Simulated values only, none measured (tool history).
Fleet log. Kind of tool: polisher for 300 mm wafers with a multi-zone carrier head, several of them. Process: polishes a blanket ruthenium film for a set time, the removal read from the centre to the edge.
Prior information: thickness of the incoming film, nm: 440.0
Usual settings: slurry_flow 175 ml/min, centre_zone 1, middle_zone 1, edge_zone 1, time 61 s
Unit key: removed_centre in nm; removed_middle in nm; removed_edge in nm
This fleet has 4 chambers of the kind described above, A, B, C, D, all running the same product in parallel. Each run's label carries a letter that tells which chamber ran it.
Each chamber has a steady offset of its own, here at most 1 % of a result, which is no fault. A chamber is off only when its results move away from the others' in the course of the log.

run	hour	slurry_flow	centre_zone	middle_zone	edge_zone	time	wafers polished on this pad	hours since the slurry nozzle was cleaned	hours since the centre zone pressure was calibrated	hours since the edge zone pressure was calibrated	removed_centre	removed_middle	removed_edge
1A	4.2	175	1	1	1	61	511	293.8	10.1	19.5	82.261	80.029	82.649
2C	7.3	175	1	1	1	61	1357	97.5	376.8	333.2	82.146	82.185	82.614
3B	11.1	175	1	1	1	61	302	207.3	254.1	1074.9	82.94	83.034	84.024
4D	13.4	175	1	1	1	61	1162	202.9	588.6	22.2	83.849	82.665	83.778
5B	16.7	175	1	1	1	61	356	212.9	259.7	1080.5	82.524	82.875	83.59
# hour 18.3: chamber C: worn pad replaced by a new one
6C	19.2	175	1	1	1	61	8	109.4	388.7	345.1	82.335	84.739	85.251
7A	23.2	175	1	1	1	61	692	312.8	29.1	38.5	84.163	83.755	83.437
8D	27.2	175	1	1	1	61	1293	216.7	602.4	36	83.187	81.987	80.61
9B	31.3	175	1	1	1	61	495	227.5	274.3	1095.1	82.497	82.546	83.972
# hour 31.5: chamber D: worn pad replaced by a new one
10D	33.8	175	1	1	1	61	22	223.3	609	42.6	84.106	81.562	82.141
11A	38	175	1	1	1	61	833	327.6	43.9	53.3	82.27	81.115	84.524
12C	42.4	175	1.1	1.09	1	61	229	132.6	411.9	368.3	90.328	90.552	82.642
13B	46.3	175	1.1	1.09	1	61	638	242.5	289.3	1110.1	90.788	90.037	81.965
14D	49.2	175	1.1	1.09	1	61	169	238.7	624.4	58	92.604	90.115	83.441
# hour 49.5: chamber C: centre zone pressure recalibrated
15A	51.8	175	1.1	1.09	1	61	965	341.4	57.7	67.1	92.238	89.238	83.324
16C	54.4	175	1	1	1	61	344	144.6	4.9	380.3	75.663	82.689	83.492
# hour 57.1: chamber B: worn pad replaced by a new one
17C	57.6	175	1	1	1	61	374	147.8	8.1	383.5	75.965	82.206	84.035
18B	60.1	175	1	1	1	61	29	256.3	303.1	1123.9	81.672	82.198	83.134
19A	63.8	175	1	1	1	61	1079	353.4	69.7	79.1	83.204	83.718	83.632
20D	67	175	1	1	1	61	339	256.5	642.2	75.8	83.296	82.525	83.145
21C	69.8	175	1	1.06	1	61	490	160	20.3	395.7	75.932	85.747	80.829
# hour 72.3: chamber D: slurry nozzle cleaned
# hour 72.5: chamber A: slurry nozzle cleaned
22D	73.7	175	1	1.06	1	61	402	1.4	648.9	82.5	83.998	87.874	83.757
# hour 76.1: chamber A: worn pad replaced by a new one
23B	76.9	175	1	1.06	1	61	189	273.1	319.9	1140.7	82.975	87.262	83.347
24A	80.5	175	1	1.06	1	61	42	8	86.4	95.8	83.089	86.148	84.444
25A	82.5	155	1.06	1	1	61	61	10	88.4	97.8	87.245	79.638	82.489
26D	85.5	155	1.06	1	1	61	515	13.2	660.7	94.3	87.902	80.203	80.675
27B	87.9	155	1.06	1	1	61	294	284.1	330.9	1151.7	83.602	81.671	82.583
28C	92.1	155	1.06	1	1	61	703	182.3	42.6	418	78.416	80.194	80.877
29C	95.8	175	1	1	1	61	738	186	46.3	421.7	75.692	81.512	84.491
30D	99.7	175	1	1	1.06	44	650	27.4	674.9	108.5	60.062	59.638	61.632

Does one chamber stand apart from the rest, does the shared gauge drift, or is all well apart from small per-chamber offsets? Give the chamber and the most likely cause, where there is one.

Chamber C came out of a service off from its peers and stayed that way.
What lies behind it: centre zone's pressure below its setpoint, % = 7.12.

Here are 4 candidates for chamber C's next run, each the usual settings with a change, their results left as question marks. Which one brings its results back in line with what the others give on the usual settings?
In line here means within this much of the mean the other chambers give on the usual settings: removed_centre 2.7 nm; removed_middle 3.1 nm; removed_edge 3.5 nm
31C-1	102.9	175	1.02	0.99	0.99	61					?	?	?
31C-2	102.9	175	0.98	1.01	1.01	61					?	?	?
31C-3	102.9	180	1.07	0.98	0.98	62					?	?	?
31C-4	102.9	170	0.93	1.02	1.02	60					?	?	?

The other chambers' mean on the usual settings: removed_centre 82.931 nm; removed_middle 82.687 nm; removed_edge 83.103 nm
run	removed_centre	removed_middle	removed_edge
31C-1	77.438	82.245	82.522
31C-2	74.155	83.763	83.37
31C-3	83.317	83.193	83.727
31C-4	68.517	82.744	82.125
31C-3 brings the chamber back in line.

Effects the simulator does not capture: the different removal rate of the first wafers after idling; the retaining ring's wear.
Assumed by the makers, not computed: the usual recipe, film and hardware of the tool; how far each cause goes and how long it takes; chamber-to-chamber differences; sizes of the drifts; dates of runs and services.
